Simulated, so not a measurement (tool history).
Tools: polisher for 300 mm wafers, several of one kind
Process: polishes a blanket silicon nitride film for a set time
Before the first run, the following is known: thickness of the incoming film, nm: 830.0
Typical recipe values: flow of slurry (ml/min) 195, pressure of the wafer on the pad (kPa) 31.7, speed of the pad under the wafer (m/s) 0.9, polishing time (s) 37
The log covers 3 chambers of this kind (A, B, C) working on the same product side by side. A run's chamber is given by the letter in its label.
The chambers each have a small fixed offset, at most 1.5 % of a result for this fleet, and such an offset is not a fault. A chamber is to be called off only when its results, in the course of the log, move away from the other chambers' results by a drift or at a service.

run	hour	flow of slurry (ml/min)	pressure of the wafer on the pad (kPa)	speed of the pad under the wafer (m/s)	polishing time (s)	wafers polished on this pad	hours since the slurry nozzle was cleaned	hours since the head pressure was calibrated	film removed (angstrom)
1A	13.2	195	31.7	0.9	37	498	161.8	405.9	707.55
2C	28.0	195	31.7	0.9	37	1013	434.9	496.5	705.45
# hour 29.5: chamber C: worn pad replaced by a new one
# hour 35.8: chamber B: worn pad replaced by a new one
3B	36.7	195	31.7	0.9	37	10	653.7	580.9	719.13
4C	46.0	195	31.7	0.9	37	183	452.9	514.5	704.95
5B	59.9	195	31.7	0.9	37	267	676.9	604.1	720.18
# hour 64.5: chamber A: worn pad replaced by a new one
6A	68.1	195	31.7	0.9	37	40	216.7	460.8	711.28
7B	84.1	195	31.7	0.9	37	535	701.1	628.3	717.24
# hour 90.3: chamber B: slurry nozzle cleaned
8A	92.8	195	31.7	0.9	37	314	241.4	485.5	702.52
9C	100.6	195	31.7	0.9	37	788	507.5	569.1	703.19
10C	113.0	195	31.7	0.9	37	925	519.9	581.5	693.35
# hour 120.7: chamber C: worn pad replaced by a new one
11A	125.8	155	31.7	0.9	37	679	274.4	518.5	678.50
# hour 128.9: chamber B: worn pad replaced by a new one
12B	138.9	155	31.7	0.9	37	111	48.7	683.1	688.16
# hour 142.5: chamber A: worn pad replaced by a new one
13A	147.9	155	31.7	0.9	37	60	296.5	540.6	676.24
14B	160.7	195	22.8	0.9	28	352	70.5	704.9	395.36
# hour 162.7: chamber A: slurry nozzle cleaned
15C	173.1	195	22.8	0.9	28	581	580.0	641.6	377.73
16B	188.0	195	22.8	0.9	28	655	97.8	732.2	387.14
17A	199.9	195	31.7	0.9	37	636	37.2	592.6	704.71
# hour 208.0: chamber C: worn pad replaced by a new one
# hour 210.5: chamber B: worn pad replaced by a new one
18C	214.1	195	31.7	0.9	37	68	621.0	682.6	696.54
19C	228.9	195	31.7	0.9	37	232	635.8	697.4	693.77
# hour 231.7: chamber A: worn pad replaced by a new one
20B	237.9	195	31.7	0.9	37	304	147.7	782.1	722.89
21A	253.6	195	31.7	0.9	37	243	90.9	646.3	703.52
22A	261.3	195	31.7	0.9	37	329	98.6	654.0	709.57
23B	275.0	195	31.7	0.9	37	715	184.8	819.2	721.88
# hour 286.7: chamber C: worn pad replaced by a new one
24C	286.8	195	31.7	0.9	37	1	693.7	755.3	684.64
25C	302.0	195	31.7	0.9	37	169	708.9	770.5	693.00
# hour 305.3: chamber A: worn pad replaced by a new one
# hour 306.4: chamber B: worn pad replaced by a new one
26A	317.8	195	31.7	0.9	37	139	155.1	710.5	697.01
27B	331.5	195	31.7	0.9	37	278	241.3	875.7	718.89
28A	347.6	195	31.7	0.9	37	469	184.9	740.3	699.25
29C	357.8	195	31.7	0.9	37	787	764.7	826.3	683.17
# hour 363.4: chamber C: worn pad replaced by a new one
30B	367.4	195	31.7	0.9	37	676	277.2	911.6	708.61
31B	380.1	195	31.7	0.9	37	816	289.9	924.3	722.19
32A	388.8	195	31.7	0.9	37	926	226.1	781.5	702.25
# hour 394.2: chamber B: worn pad replaced by a new one
# hour 395.6: chamber A: worn pad replaced by a new one
33C	396.1	195	31.7	0.9	37	362	803.0	864.6	670.22
34B	408.0	195	31.7	0.9	37	153	317.8	952.2	719.17
35A	421.0	195	31.7	0.9	37	281	258.3	813.7	702.16

All 3 chambers run these settings next. Forecast each chamber's results:
36A	432.7	195	31.7	0.9	37				?
36B	432.7	195	31.7	0.9	37				?
36C	432.7	195	31.7	0.9	37				?

run	film removed (angstrom)
36A	694.91
36B	711.34
36C	674.46
